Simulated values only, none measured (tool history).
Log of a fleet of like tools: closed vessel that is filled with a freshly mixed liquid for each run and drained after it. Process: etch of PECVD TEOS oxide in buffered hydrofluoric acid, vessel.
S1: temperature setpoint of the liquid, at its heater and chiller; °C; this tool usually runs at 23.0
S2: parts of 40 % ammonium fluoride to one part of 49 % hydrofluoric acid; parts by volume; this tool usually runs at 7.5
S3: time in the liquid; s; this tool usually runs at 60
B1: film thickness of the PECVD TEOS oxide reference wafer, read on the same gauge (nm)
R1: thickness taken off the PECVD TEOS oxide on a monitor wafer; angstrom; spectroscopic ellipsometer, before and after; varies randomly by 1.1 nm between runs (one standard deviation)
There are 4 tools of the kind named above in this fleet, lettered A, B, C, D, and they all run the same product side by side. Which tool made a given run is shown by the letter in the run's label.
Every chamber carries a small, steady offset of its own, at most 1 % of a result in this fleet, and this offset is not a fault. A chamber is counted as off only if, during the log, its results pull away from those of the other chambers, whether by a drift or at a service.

| run | hour | S1 | S2 | S3 | B1 | R1 |
|---|---|---|---|---|---|---|
| 1D | 4.2 | 23.0 | 7.5 | 60 | 89.999 | 1528.90 |
| 2C | 8.2 | 23.0 | 7.5 | 60 | 90.027 | 1507.50 |
| 3B | 10.9 | 23.0 | 7.5 | 60 | 90.001 | 1526.30 |
| 4A | 13.9 | 23.0 | 7.5 | 60 | 89.972 | 1534.00 |
| 5C | 17.8 | 23.0 | 7.5 | 60 | 90.000 | 1503.10 |
| 6B | 22.3 | 21.0 | 5.5 | 60 | 90.035 | 1816.40 |
| 7D | 25.9 | 21.0 | 5.5 | 60 | 90.011 | 1834.70 |
| 8A | 28.9 | 21.0 | 5.5 | 60 | 90.020 | 1845.50 |
| 9A | 31.9 | 21.0 | 5.5 | 60 | 90.006 | 1811.90 |
| 10B | 34.7 | 23.0 | 6.5 | 85 | 90.015 | 2482.10 |
| 11C | 38.7 | 23.0 | 6.5 | 85 | 90.009 | 2480.90 |
| 12D | 43.2 | 23.0 | 6.5 | 85 | 89.976 | 2495.10 |
| 13B | 47.1 | 23.0 | 6.5 | 85 | 90.034 | 2477.00 |
| 14A | 49.1 | 23.0 | 7.5 | 60 | 89.990 | 1506.50 |
| 15C | 51.5 | 23.0 | 7.5 | 60 | 90.021 | 1512.30 |
| 16D | 54.3 | 23.0 | 7.5 | 60 | 90.021 | 1539.20 |
| 17A | 56.8 | 23.0 | 7.5 | 60 | 90.028 | 1489.20 |
| 18B | 60.9 | 23.0 | 7.5 | 60 | 89.999 | 1534.50 |
| 19D | 65.3 | 23.0 | 7.5 | 60 | 90.005 | 1537.70 |
| 20C | 69.6 | 23.0 | 7.5 | 60 | 89.973 | 1520.90 |
| 21C | 73.1 | 23.0 | 7.5 | 60 | 90.018 | 1532.50 |
| 22B | 75.1 | 23.0 | 7.5 | 60 | 90.009 | 1531.70 |
| 23A | 78.2 | 23.0 | 7.5 | 60 | 90.028 | 1472.50 |
|  | 80.8 | chamber C: thermometer replaced |
| 24D | 81.7 | 19.5 | 5.5 | 60 | 89.996 | 1702.90 |
| 25B | 85.0 | 19.5 | 5.5 | 60 | 90.004 | 1662.80 |
| 26A | 87.4 | 19.5 | 5.5 | 60 | 90.028 | 1622.20 |
| 27D | 90.2 | 19.5 | 5.5 | 60 | 90.002 | 1709.70 |
| 28C | 92.3 | 23.0 | 7.5 | 60 | 90.011 | 1523.60 |

For the next run the whole fleet of 4 chambers uses the same settings. Give each chamber's results:
| 29A | 95.6 | 23.0 | 7.5 | 35 |  | ? |
| 29B | 95.6 | 23.0 | 7.5 | 35 |  | ? |
| 29C | 95.6 | 23.0 | 7.5 | 35 |  | ? |
| 29D | 95.6 | 23.0 | 7.5 | 35 |  | ? |

| run | R1 |
|---|---|
| 29A | 848.97 |
| 29B | 879.48 |
| 29C | 884.82 |
| 29D | 901.32 |

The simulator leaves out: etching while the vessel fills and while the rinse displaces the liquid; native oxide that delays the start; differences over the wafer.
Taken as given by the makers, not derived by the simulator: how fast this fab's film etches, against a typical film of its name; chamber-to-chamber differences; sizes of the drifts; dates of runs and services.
